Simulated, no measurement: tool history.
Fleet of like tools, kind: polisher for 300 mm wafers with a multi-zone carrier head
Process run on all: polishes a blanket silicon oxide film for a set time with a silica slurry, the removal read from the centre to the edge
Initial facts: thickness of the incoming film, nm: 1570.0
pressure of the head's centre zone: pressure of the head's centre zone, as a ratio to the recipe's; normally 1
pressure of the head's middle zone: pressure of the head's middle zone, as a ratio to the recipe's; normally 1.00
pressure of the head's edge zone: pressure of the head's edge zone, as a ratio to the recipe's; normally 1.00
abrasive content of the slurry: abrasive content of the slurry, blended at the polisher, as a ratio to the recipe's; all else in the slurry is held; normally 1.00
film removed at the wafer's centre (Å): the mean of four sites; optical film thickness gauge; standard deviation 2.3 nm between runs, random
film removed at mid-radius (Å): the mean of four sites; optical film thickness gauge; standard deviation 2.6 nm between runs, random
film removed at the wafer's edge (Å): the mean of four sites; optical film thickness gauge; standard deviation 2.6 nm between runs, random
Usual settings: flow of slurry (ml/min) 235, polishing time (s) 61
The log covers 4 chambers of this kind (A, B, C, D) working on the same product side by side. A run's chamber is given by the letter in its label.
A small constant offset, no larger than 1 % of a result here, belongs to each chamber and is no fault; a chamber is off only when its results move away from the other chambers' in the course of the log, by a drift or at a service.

run,day,flow of slurry (ml/min),pressure of the head's centre zone,pressure of the head's middle zone,pressure of the head's edge zone,abrasive content of the slurry,polishing time (s),wafers polished on this pad,hours since the slurry nozzle was cleaned,hours since the centre zone pressure was calibrated,hours since the edge zone pressure was calibrated,film removed at the wafer's centre (Å),film removed at mid-radius (Å),film removed at the wafer's edge (Å)
1C,0.354,235,1,1.00,1.00,1.00,61,918,516.2,368.4,1004.5,1879.9,1820.7,1847.8
# day 0.804: chamber B: slurry nozzle cleaned
2D,1.000,235,1,1.00,1.00,1.00,61,702,315.2,555.1,775.1,1865.0,1864.5,1887.5
3B,1.446,235,1,1.00,1.00,1.00,61,668,15.4,921.6,118.3,1866.1,1893.1,1878.4
# day 1.767: chamber C: worn pad replaced by a new one
4A,1.958,235,1,1.00,1.00,1.00,61,1030,348.8,674.3,598.9,1886.6,1849.6,1868.6
# day 2.196: chamber A: worn pad replaced by a new one
5C,2.288,235,1,1.00,1.00,1.00,61,142,562.6,414.8,1050.9,1879.3,1855.9,1868.6
# day 2.325: chamber D: slurry nozzle cleaned
6B,2.588,235,1,1.00,1.00,1.00,61,978,42.8,949.0,145.7,1878.8,1865.3,1857.1
# day 2.775: chamber D: worn pad replaced by a new one
7D,3.083,235,1,1.00,1.00,1.00,61,84,18.3,605.1,825.1,1862.2,1920.6,1876.6
# day 3.096: chamber B: worn pad replaced by a new one
# day 3.321: chamber C: slurry nozzle cleaned
8A,3.458,235,1,1.00,1.00,1.00,61,343,384.8,710.3,634.9,1852.4,1830.7,1870.6
9A,3.900,235,1,1.00,1.00,1.00,61,463,395.4,720.9,645.5,1887.6,1901.9,1860.9
10D,4.342,235,1,1.08,1.00,1.00,61,425,48.5,635.3,855.3,1833.4,1962.4,1816.4
11C,4.883,235,1,1.08,1.00,1.00,61,846,37.6,477.1,1113.2,1860.7,2022.4,1894.5
12B,5.275,235,1,1.08,1.00,1.00,61,591,107.3,1013.5,210.2,1849.7,1989.4,1860.9
# day 5.592: chamber A: worn pad replaced by a new one
13A,5.692,235,1,1.08,1.00,1.00,61,28,438.4,763.9,688.5,1921.3,2011.2,1855.1
# day 5.946: chamber C: worn pad replaced by a new one
14D,6.104,235,1,0.95,1.00,1.00,61,904,90.8,677.6,897.6,1879.0,1801.9,1883.0
15C,6.742,235,1,0.95,1.00,1.00,61,216,82.2,521.7,1157.8,1834.3,1818.6,1910.8
# day 7.000: chamber B: centre zone pressure recalibrated
# day 7.004: chamber D: worn pad replaced by a new one
# day 7.125: chamber B: worn pad replaced by a new one
16B,7.262,235,1,0.95,1.00,1.00,61,38,155.0,6.4,257.9,1916.1,1805.7,1874.1
17B,7.921,235,1,0.95,1.00,1.00,61,216,170.8,22.2,273.7,1888.7,1779.2,1876.1
18D,8.304,235,1,1.00,1.00,1.00,61,353,143.6,730.4,950.4,1834.2,1908.4,1855.3
19C,8.704,310,1,1.00,1.00,1.00,79,749,129.3,568.8,1204.9,2447.7,2516.2,2441.9
# day 9.138: chamber A: worn pad replaced by a new one
20A,9.279,310,1,1.00,1.00,1.00,79,39,524.5,850.0,774.6,2500.8,2471.0,2475.0
21A,9.754,310,1,1.00,1.00,1.00,79,168,535.9,861.4,786.0,2519.1,2519.1,2451.9
22B,10.162,310,1,1.00,1.00,1.00,79,824,224.6,76.0,327.5,2519.6,2505.9,2503.1
# day 10.621: chamber C: worn pad replaced by a new one
23D,10.742,235,1,1.00,1.00,1.00,61,1014,202.1,788.9,1008.9,1848.8,1904.7,1881.5
24C,11.292,235,1,1.00,1.00,1.00,61,182,191.4,630.9,1267.0,1784.2,1866.5,1884.8
# day 11.358: chamber D: worn pad replaced by a new one
# day 11.367: chamber B: worn pad replaced by a new one
25A,11.904,235,1,1.00,1.00,1.00,61,751,587.5,913.0,837.6,1873.3,1849.3,1836.8
26D,12.233,235,1,1.00,1.00,1.00,61,238,237.9,824.7,1044.7,1846.0,1910.9,1889.5
27B,12.808,235,1,1.00,1.00,1.00,61,391,288.1,139.5,391.0,1858.5,1876.0,1842.7
# day 13.017: chamber A: centre zone pressure recalibrated
# day 13.150: chamber A: worn pad replaced by a new one
28C,13.221,235,1,1.00,1.00,1.00,61,706,237.7,677.2,1313.3,1738.9,1854.1,1863.5
29A,13.746,235,1,1.00,1.00,1.00,61,161,631.7,17.6,881.8,1863.7,1842.7,1828.6
# day 13.958: chamber B: slurry nozzle cleaned
30B,14.383,235,1,1.00,1.00,1.00,61,819,10.2,177.3,428.8,1896.5,1910.9,1899.1
# day 14.583: chamber B: worn pad replaced by a new one
31D,14.717,235,1,1.00,1.09,1.00,75,912,297.5,884.3,1104.3,2300.6,2288.8,2378.8
# day 15.142: chamber C: worn pad replaced by a new one
32C,15.183,235,1,1.00,1.09,1.00,75,12,284.8,724.3,1360.4,2118.3,2309.4,2417.8
# day 15.354: chamber D: worn pad replaced by a new one
33C,15.629,235,1,1.00,1.09,1.00,75,133,295.5,735.0,1371.1,2090.6,2288.1,2409.5
34D,16.017,235,1,1.00,1.09,1.00,75,179,328.7,915.5,1135.5,2308.6,2306.4,2354.8
# day 16.154: chamber D: slurry nozzle cleaned
35B,16.379,235,1,1.00,1.00,0.85,61,487,58.1,225.2,476.7,1748.5,1744.2,1717.0
# day 16.717: chamber A: worn pad replaced by a new one
36A,16.842,235,1,1.00,1.00,0.85,61,34,706.0,91.9,956.1,1730.2,1745.0,1731.2
37B,17.167,235,1,1.00,1.00,0.85,61,701,77.0,244.1,495.6,1712.1,1714.2,1722.1
38C,17.462,235,1,1.00,1.00,0.85,61,630,339.5,779.0,1415.1,1537.5,1782.9,1718.4
39D,17.888,235,1,1.00,1.00,1.00,61,687,41.7,960.4,1180.4,1846.8,1889.1,1870.2
40A,18.192,235,1,1.00,1.00,1.00,61,400,738.4,124.3,988.5,1855.4,1859.2,1839.9
41C,18.721,235,1,1.00,1.00,1.00,61,972,369.7,809.2,1445.3,1670.9,1861.5,1928.6

Read the log: is a single chamber off, either drifting away or since a service, is the gauge that measures every chamber drifting, or is nothing wrong beyond small per-chamber offsets? Name any odd chamber and what most likely caused it.

Chamber C drifts away from the others.
Most likely cause: centre zone's pressure below its setpoint, % = 9.81.

Which of the 4 candidates below, each the usual settings with something changed and its results left as question marks, puts chamber C back in line with what the other chambers give on the usual settings?
Counts as in line when no further than this from what the other chambers average on the usual settings: film removed at the wafer's centre (Å) 81.0; film removed at mid-radius (Å) 91.0; film removed at the wafer's edge (Å) 90.0
42C-1,19.192,240,1.09,0.99,0.96,1.00,62,,,,,?,?,?
42C-2,19.192,225,0.84,1.02,1.06,1.00,60,,,,,?,?,?
42C-3,19.192,245,1.16,0.98,0.94,1.00,62,,,,,?,?,?
42C-4,19.192,230,0.91,1.01,1.04,1.00,60,,,,,?,?,?

Average result of the remaining chambers running the usual settings: film removed at the wafer's centre (Å) 1866.1; film removed at mid-radius (Å) 1871.1; film removed at the wafer's edge (Å) 1859.6
run,film removed at the wafer's centre (Å),film removed at mid-radius (Å),film removed at the wafer's edge (Å)
42C-1,1843.4,1892.9,1861.3
42C-2,1326.8,1868.8,1886.2
42C-3,1977.6,1879.6,1844.9
42C-4,1454.9,1856.9,1871.2
The answer is 42C-1, which returns the chamber to within the allowed miss of the others.

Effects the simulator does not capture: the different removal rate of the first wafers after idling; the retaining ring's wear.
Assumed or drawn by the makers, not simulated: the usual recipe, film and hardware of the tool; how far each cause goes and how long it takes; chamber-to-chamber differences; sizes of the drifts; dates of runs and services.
